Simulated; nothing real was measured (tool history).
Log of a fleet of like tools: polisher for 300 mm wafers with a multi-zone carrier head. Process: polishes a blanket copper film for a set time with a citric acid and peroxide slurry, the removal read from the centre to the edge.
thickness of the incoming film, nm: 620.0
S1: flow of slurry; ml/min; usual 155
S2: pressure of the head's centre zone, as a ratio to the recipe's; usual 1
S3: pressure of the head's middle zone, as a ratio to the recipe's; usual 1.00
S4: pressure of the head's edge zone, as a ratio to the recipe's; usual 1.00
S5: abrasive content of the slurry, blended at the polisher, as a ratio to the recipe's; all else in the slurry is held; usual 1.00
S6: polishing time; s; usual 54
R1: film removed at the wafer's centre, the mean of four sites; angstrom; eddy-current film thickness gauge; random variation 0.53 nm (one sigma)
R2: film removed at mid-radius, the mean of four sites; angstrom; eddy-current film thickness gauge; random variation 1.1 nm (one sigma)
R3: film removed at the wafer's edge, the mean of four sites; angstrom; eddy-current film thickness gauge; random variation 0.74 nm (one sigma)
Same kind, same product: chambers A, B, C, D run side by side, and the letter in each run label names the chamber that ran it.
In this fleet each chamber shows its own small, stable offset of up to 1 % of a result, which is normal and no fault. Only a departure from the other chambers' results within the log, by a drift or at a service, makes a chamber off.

run 1D hour=3.8 | S1=155 S2=1 S3=1.00 S4=1.00 S5=1.00 S6=54 | R1=869.14 R2=871.06 R3=875.91
run 2C hour=11.0 | S1=155 S2=1 S3=1.00 S4=1.00 S5=1.00 S6=54 | R1=867.25 R2=857.33 R3=876.87
run 3B hour=16.9 | S1=155 S2=1 S3=1.00 S4=1.00 S5=1.00 S6=54 | R1=880.40 R2=890.90 R3=897.20
run 4A hour=23.3 | S1=155 S2=1 S3=1.00 S4=1.00 S5=1.00 S6=54 | R1=868.66 R2=856.97 R3=866.33
run 5B hour=28.7 | S1=155 S2=1 S3=1.00 S4=1.00 S5=1.00 S6=54 | R1=862.09 R2=849.65 R3=869.98
-- hour=32.2 chamber B: slurry nozzle cleaned
run 6A hour=33.8 | S1=155 S2=1 S3=1.00 S4=1.00 S5=1.00 S6=54 | R1=877.10 R2=879.46 R3=865.81
-- hour=34.8 chamber A: worn pad replaced by a new one
run 7D hour=39.0 | S1=155 S2=1 S3=1.00 S4=1.00 S5=1.00 S6=54 | R1=880.97 R2=881.47 R3=879.98
-- hour=40.5 chamber B: worn pad replaced by a new one
run 8C hour=43.0 | S1=155 S2=1 S3=1.00 S4=1.00 S5=1.00 S6=54 | R1=874.56 R2=874.43 R3=888.33
run 9D hour=49.1 | S1=155 S2=1 S3=1.00 S4=1.00 S5=1.00 S6=54 | R1=874.12 R2=874.19 R3=862.41
run 10B hour=56.0 | S1=155 S2=1 S3=1.00 S4=1.00 S5=1.00 S6=54 | R1=862.42 R2=852.94 R3=872.59
-- hour=60.0 chamber D: slurry nozzle cleaned
run 11C hour=61.0 | S1=155 S2=1 S3=1.00 S4=1.00 S5=1.00 S6=54 | R1=868.39 R2=863.04 R3=881.49
run 12A hour=68.9 | S1=155 S2=1 S3=1.00 S4=1.00 S5=1.00 S6=54 | R1=873.89 R2=859.95 R3=883.76
run 13C hour=75.5 | S1=155 S2=1 S3=1.00 S4=1.00 S5=1.00 S6=54 | R1=860.19 R2=860.97 R3=878.67
-- hour=76.7 chamber D: edge zone pressure recalibrated
run 14A hour=82.4 | S1=155 S2=1 S3=1.07 S4=1.00 S5=1.00 S6=54 | R1=861.08 R2=927.99 R3=872.60
run 15B hour=86.4 | S1=155 S2=1 S3=1.07 S4=1.00 S5=1.00 S6=54 | R1=851.14 R2=902.43 R3=874.51
run 16D hour=91.1 | S1=155 S2=1 S3=1.07 S4=1.00 S5=1.00 S6=54 | R1=873.10 R2=934.75 R3=860.16
-- hour=94.7 chamber B: worn pad replaced by a new one
-- hour=96.1 chamber D: worn pad replaced by a new one
run 17B hour=96.3 | S1=155 S2=1 S3=1.07 S4=1.00 S5=1.00 S6=54 | R1=859.34 R2=947.88 R3=878.60
run 18D hour=100.9 | S1=155 S2=1 S3=1.00 S4=1.00 S5=1.00 S6=54 | R1=876.40 R2=880.82 R3=875.97
run 19A hour=105.7 | S1=155 S2=1 S3=1.00 S4=1.00 S5=1.00 S6=54 | R1=884.31 R2=847.99 R3=869.05
run 20C hour=112.1 | S1=155 S2=1 S3=1.00 S4=1.00 S5=1.00 S6=54 | R1=867.69 R2=885.78 R3=884.74
-- hour=115.3 chamber C: worn pad replaced by a new one
run 21A hour=116.2 | S1=155 S2=1 S3=1.00 S4=1.00 S5=1.00 S6=54 | R1=876.07 R2=861.02 R3=873.39
-- hour=119.9 chamber A: worn pad replaced by a new one
run 22B hour=124.1 | S1=155 S2=1 S3=1.00 S4=1.00 S5=1.00 S6=54 | R1=840.73 R2=873.80 R3=886.27
run 23C hour=130.0 | S1=155 S2=1 S3=1.00 S4=1.00 S5=1.00 S6=54 | R1=866.19 R2=870.89 R3=888.34
run 24D hour=135.9 | S1=155 S2=1 S3=1.00 S4=1.00 S5=1.00 S6=54 | R1=874.59 R2=864.03 R3=885.83
-- hour=138.8 chamber C: centre zone pressure recalibrated
run 25C hour=140.6 | S1=155 S2=1 S3=1.00 S4=1.00 S5=1.00 S6=54 | R1=866.49 R2=865.67 R3=881.38
run 26B hour=144.3 | S1=155 S2=1 S3=1.00 S4=1.00 S5=1.00 S6=54 | R1=841.90 R2=846.51 R3=870.56
run 27A hour=148.8 | S1=155 S2=1 S3=1.00 S4=1.00 S5=1.00 S6=54 | R1=881.84 R2=886.28 R3=868.27
run 28D hour=155.8 | S1=155 S2=1 S3=1.00 S4=1.00 S5=1.00 S6=54 | R1=876.77 R2=883.68 R3=873.93
run 29B hour=161.3 | S1=155 S2=1 S3=1.00 S4=1.00 S5=1.00 S6=54 | R1=840.50 R2=859.84 R3=872.13
-- hour=162.8 chamber B: worn pad replaced by a new one
run 30A hour=168.2 | S1=155 S2=1 S3=1.00 S4=1.00 S5=1.00 S6=54 | R1=878.31 R2=873.06 R3=884.73
run 31C hour=174.4 | S1=155 S2=1 S3=1.00 S4=1.00 S5=1.00 S6=54 | R1=875.66 R2=878.66 R3=893.16
run 32D hour=182.3 | S1=155 S2=1 S3=1.00 S4=1.00 S5=1.00 S6=54 | R1=874.16 R2=881.44 R3=882.23
run 33C hour=186.7 | S1=155 S2=1 S3=1.00 S4=1.00 S5=1.00 S6=54 | R1=869.72 R2=860.26 R3=880.26
run 34A hour=191.0 | S1=155 S2=1 S3=1.00 S4=1.11 S5=1.15 S6=54 | R1=903.87 R2=891.65 R3=952.79
run 35B hour=197.5 | S1=155 S2=1 S3=1.00 S4=1.11 S5=1.15 S6=54 | R1=865.24 R2=873.11 R3=944.17
-- hour=200.6 chamber A: worn pad replaced by a new one
run 36D hour=201.8 | S1=155 S2=1 S3=1.00 S4=1.11 S5=1.15 S6=54 | R1=904.71 R2=894.55 R3=946.10
run 37C hour=205.4 | S1=155 S2=1 S3=1.00 S4=1.11 S5=1.15 S6=54 | R1=896.42 R2=901.44 R3=956.52
run 38B hour=211.8 | S1=155 S2=1 S3=1.00 S4=1.00 S5=1.00 S6=54 | R1=830.02 R2=855.61 R3=879.20
-- hour=213.7 chamber D: worn pad replaced by a new one
run 39D hour=217.5 | S1=155 S2=1 S3=1.00 S4=1.00 S5=1.00 S6=54 | R1=879.66 R2=874.55 R3=872.29
run 40A hour=222.8 | S1=155 S2=1 S3=1.00 S4=1.00 S5=1.00 S6=54 | R1=878.77 R2=873.11 R3=873.89
-- hour=227.5 chamber B: worn pad replaced by a new one
run 41D hour=230.8 | S1=155 S2=1 S3=1.00 S4=1.00 S5=1.00 S6=54 | R1=874.18 R2=881.55 R3=865.61
run 42C hour=237.0 | S1=155 S2=1 S3=1.00 S4=1.00 S5=1.00 S6=54 | R1=869.47 R2=856.02 R3=874.75
run 43A hour=240.6 | S1=155 S2=1 S3=1.00 S4=1.00 S5=1.00 S6=54 | R1=874.35 R2=888.63 R3=861.17
run 44B hour=244.8 | S1=155 S2=1 S3=1.00 S4=1.00 S5=1.00 S6=54 | R1=825.41 R2=850.78 R3=879.72

Next, all 4 chambers run the settings below, one line each with question marks for the results. What does each chamber give?
run 45A hour=250.5 | S1=130 S2=1 S3=1.00 S4=1.00 S5=1.00 S6=54 | R1=? R2=? R3=?
run 45B hour=250.5 | S1=130 S2=1 S3=1.00 S4=1.00 S5=1.00 S6=54 | R1=? R2=? R3=?
run 45C hour=250.5 | S1=130 S2=1 S3=1.00 S4=1.00 S5=1.00 S6=54 | R1=? R2=? R3=?
run 45D hour=250.5 | S1=130 S2=1 S3=1.00 S4=1.00 S5=1.00 S6=54 | R1=? R2=? R3=?

run=45A R1=830.81 R2=843.06 R3=845.02
run=45B R1=790.89 R2=823.13 R3=859.53
run=45C R1=827.06 R2=846.76 R3=869.35
run=45D R1=841.27 R2=840.18 R3=843.12
